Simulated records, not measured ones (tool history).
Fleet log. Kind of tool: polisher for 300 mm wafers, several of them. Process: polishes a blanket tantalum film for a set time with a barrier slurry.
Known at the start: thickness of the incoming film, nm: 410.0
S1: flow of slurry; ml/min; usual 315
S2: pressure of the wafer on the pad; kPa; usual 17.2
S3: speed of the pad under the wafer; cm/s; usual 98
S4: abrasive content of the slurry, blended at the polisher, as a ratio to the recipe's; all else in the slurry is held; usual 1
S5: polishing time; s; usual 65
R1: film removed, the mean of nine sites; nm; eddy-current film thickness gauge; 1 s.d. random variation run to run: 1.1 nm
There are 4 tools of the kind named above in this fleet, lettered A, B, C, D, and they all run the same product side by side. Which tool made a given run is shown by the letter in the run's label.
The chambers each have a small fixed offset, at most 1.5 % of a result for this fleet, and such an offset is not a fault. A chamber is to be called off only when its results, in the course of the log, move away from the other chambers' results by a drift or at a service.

{"hour": 2.6, "done": "chamber B: slurry blender recalibrated"}
{"run": "1A", "hour": 12.0, "S1": 315, "S2": 17.2, "S3": 98, "S4": 1, "S5": 65, "R1": 137.53}
{"run": "2C", "hour": 17.9, "S1": 315, "S2": 17.2, "S3": 98, "S4": 1, "S5": 65, "R1": 139.11}
{"run": "3D", "hour": 28.4, "S1": 315, "S2": 17.2, "S3": 98, "S4": 1, "S5": 65, "R1": 136.77}
{"hour": 30.1, "done": "chamber C: worn pad replaced by a new one"}
{"run": "4B", "hour": 39.4, "S1": 315, "S2": 17.2, "S3": 98, "S4": 1, "S5": 65, "R1": 140.21}
{"hour": 42.1, "done": "chamber A: worn pad replaced by a new one"}
{"run": "5B", "hour": 46.6, "S1": 315, "S2": 17.2, "S3": 98, "S4": 1, "S5": 65, "R1": 139.32}
{"run": "6D", "hour": 55.0, "S1": 315, "S2": 17.2, "S3": 98, "S4": 1, "S5": 65, "R1": 137.67}
{"run": "7C", "hour": 61.9, "S1": 315, "S2": 17.2, "S3": 98, "S4": 1, "S5": 65, "R1": 137.72}
{"hour": 62.7, "done": "chamber D: head pressure recalibrated"}
{"run": "8A", "hour": 72.2, "S1": 315, "S2": 17.2, "S3": 98, "S4": 1, "S5": 65, "R1": 140.24}
{"run": "9B", "hour": 80.4, "S1": 315, "S2": 17.2, "S3": 98, "S4": 1, "S5": 65, "R1": 140.44}
{"run": "10A", "hour": 91.8, "S1": 315, "S2": 17.2, "S3": 98, "S4": 1, "S5": 65, "R1": 138.36}
{"hour": 96.6, "done": "chamber A: slurry nozzle cleaned"}
{"run": "11D", "hour": 98.7, "S1": 315, "S2": 17.2, "S3": 74, "S4": 1, "S5": 65, "R1": 106.03}
{"hour": 99.2, "done": "chamber D: slurry blender recalibrated"}
{"hour": 101.3, "done": "chamber B: slurry blender recalibrated"}
{"run": "12C", "hour": 111.5, "S1": 315, "S2": 17.2, "S3": 74, "S4": 1, "S5": 65, "R1": 104.38}
{"run": "13A", "hour": 117.7, "S1": 315, "S2": 17.2, "S3": 74, "S4": 1, "S5": 65, "R1": 105.68}
{"hour": 124.9, "done": "chamber D: worn pad replaced by a new one"}
{"run": "14B", "hour": 125.2, "S1": 315, "S2": 17.2, "S3": 74, "S4": 1, "S5": 65, "R1": 104.55}
{"run": "15D", "hour": 136.1, "S1": 315, "S2": 17.2, "S3": 98, "S4": 1, "S5": 65, "R1": 137.52}
{"run": "16C", "hour": 146.4, "S1": 315, "S2": 17.2, "S3": 98, "S4": 1, "S5": 65, "R1": 139.28}
{"run": "17C", "hour": 159.5, "S1": 315, "S2": 17.2, "S3": 98, "S4": 1, "S5": 65, "R1": 139.56}
{"hour": 159.8, "done": "chamber C: worn pad replaced by a new one"}
{"run": "18B", "hour": 169.2, "S1": 315, "S2": 17.2, "S3": 98, "S4": 1, "S5": 65, "R1": 137.85}
{"hour": 172.4, "done": "chamber A: slurry blender recalibrated"}
{"run": "19A", "hour": 178.3, "S1": 315, "S2": 17.2, "S3": 98, "S4": 1, "S5": 65, "R1": 138.58}
{"run": "20D", "hour": 186.6, "S1": 315, "S2": 17.2, "S3": 98, "S4": 1, "S5": 65, "R1": 137.63}
{"hour": 195.0, "done": "chamber A: worn pad replaced by a new one"}
{"run": "21D", "hour": 197.0, "S1": 315, "S2": 17.2, "S3": 98, "S4": 1, "S5": 65, "R1": 137.57}
{"run": "22C", "hour": 205.9, "S1": 315, "S2": 17.2, "S3": 98, "S4": 1, "S5": 65, "R1": 138.83}
{"run": "23B", "hour": 214.4, "S1": 315, "S2": 17.2, "S3": 98, "S4": 1, "S5": 65, "R1": 136.96}
{"run": "24A", "hour": 220.5, "S1": 315, "S2": 17.2, "S3": 98, "S4": 1, "S5": 65, "R1": 138.77}
{"hour": 224.9, "done": "chamber B: slurry blender recalibrated"}
{"run": "25C", "hour": 230.2, "S1": 315, "S2": 17.2, "S3": 98, "S4": 1, "S5": 65, "R1": 138.17}
{"run": "26B", "hour": 240.8, "S1": 315, "S2": 17.2, "S3": 98, "S4": 1, "S5": 65, "R1": 137.6}
{"run": "27D", "hour": 252.3, "S1": 315, "S2": 17.2, "S3": 98, "S4": 1, "S5": 65, "R1": 137.08}
{"hour": 257.2, "done": "chamber C: slurry blender recalibrated"}
{"run": "28A", "hour": 261.5, "S1": 315, "S2": 17.2, "S3": 98, "S4": 1, "S5": 65, "R1": 137.11}
{"hour": 267.3, "done": "chamber C: head pressure recalibrated"}
{"run": "29B", "hour": 267.6, "S1": 315, "S2": 17.2, "S3": 98, "S4": 1, "S5": 65, "R1": 134.54}
{"hour": 273.1, "done": "chamber D: worn pad replaced by a new one"}
{"run": "30D", "hour": 274.6, "S1": 315, "S2": 17.2, "S3": 98, "S4": 1, "S5": 65, "R1": 140.68}
{"run": "31C", "hour": 284.9, "S1": 315, "S2": 17.2, "S3": 98, "S4": 1, "S5": 65, "R1": 139.21}
{"hour": 286.9, "done": "chamber A: head pressure recalibrated"}
{"hour": 295.9, "done": "chamber C: worn pad replaced by a new one"}
{"run": "32A", "hour": 297.0, "S1": 315, "S2": 17.2, "S3": 98, "S4": 1, "S5": 65, "R1": 138.18}
{"run": "33C", "hour": 306.4, "S1": 315, "S2": 17.2, "S3": 98, "S4": 1, "S5": 65, "R1": 138.55}
{"hour": 309.9, "done": "chamber A: slurry nozzle cleaned"}
{"run": "34B", "hour": 313.7, "S1": 315, "S2": 17.2, "S3": 98, "S4": 1, "S5": 65, "R1": 134.34}
{"run": "35D", "hour": 321.1, "S1": 315, "S2": 17.2, "S3": 98, "S4": 1, "S5": 65, "R1": 138.84}
{"hour": 326.8, "done": "chamber A: worn pad replaced by a new one"}
{"hour": 329.5, "done": "chamber B: slurry blender recalibrated"}
{"run": "36A", "hour": 330.8, "S1": 315, "S2": 17.2, "S3": 98, "S4": 1, "S5": 65, "R1": 138.89}
{"run": "37B", "hour": 342.2, "S1": 235, "S2": 21.4, "S3": 98, "S4": 1, "S5": 65, "R1": 160.8}
{"run": "38C", "hour": 354.7, "S1": 235, "S2": 21.4, "S3": 98, "S4": 1, "S5": 65, "R1": 166.19}
{"run": "39D", "hour": 367.6, "S1": 235, "S2": 21.4, "S3": 98, "S4": 1, "S5": 65, "R1": 165.41}
{"run": "40A", "hour": 378.7, "S1": 235, "S2": 21.4, "S3": 98, "S4": 1, "S5": 65, "R1": 168.93}
{"hour": 385.3, "done": "chamber D: slurry blender recalibrated"}
{"run": "41C", "hour": 385.6, "S1": 355, "S2": 17.2, "S3": 112, "S4": 1, "S5": 65, "R1": 159.8}
{"run": "42D", "hour": 399.1, "S1": 355, "S2": 17.2, "S3": 112, "S4": 1, "S5": 65, "R1": 160.38}
{"hour": 404.0, "done": "chamber B: head pressure recalibrated"}
{"run": "43A", "hour": 411.1, "S1": 355, "S2": 17.2, "S3": 112, "S4": 1, "S5": 65, "R1": 161.36}
{"run": "44B", "hour": 418.5, "S1": 355, "S2": 17.2, "S3": 112, "S4": 1, "S5": 65, "R1": 154.14}

Which is it: a chamber that has drifted or been left off by a service, a gauge drift common to all chambers, or only each chamber's usual small offset? If a chamber is off, name it and its likeliest cause.

Little by little, chamber B moves away from the other chambers.
Cause: removal rate lost through wear of the pad, % = 4.92.
Not necessarily distinguishable in this log from: slurry flow missing at the pad, %.

Below are 4 candidate recipes for chamber B's next run, each the usual settings with a change, their results shown as question marks. Which of them brings B's results back in line with what the other chambers give on the usual settings?
Counts as in line when no further than this from what the other chambers average on the usual settings: R1 3.70 nm
{"run": "45B-1", "hour": 428.3, "S1": 315, "S2": 17.2, "S3": 108, "S4": 1, "S5": 65, "R1": "?"}
{"run": "45B-2", "hour": 428.3, "S1": 315, "S2": 17.2, "S3": 98, "S4": 1, "S5": 68, "R1": "?"}
{"run": "45B-3", "hour": 428.3, "S1": 315, "S2": 17.2, "S3": 96, "S4": 1, "S5": 64, "R1": "?"}
{"run": "45B-4", "hour": 428.3, "S1": 315, "S2": 16.5, "S3": 94, "S4": 1, "S5": 65, "R1": "?"}

The mean the other chambers reach with the usual settings: R1 138.77 nm
run=45B-1 R1=146.43
run=45B-2 R1=138.84
run=45B-3 R1=127.97
run=45B-4 R1=122.22
The right change is 45B-2: it brings the chamber back within the allowed miss of the others.

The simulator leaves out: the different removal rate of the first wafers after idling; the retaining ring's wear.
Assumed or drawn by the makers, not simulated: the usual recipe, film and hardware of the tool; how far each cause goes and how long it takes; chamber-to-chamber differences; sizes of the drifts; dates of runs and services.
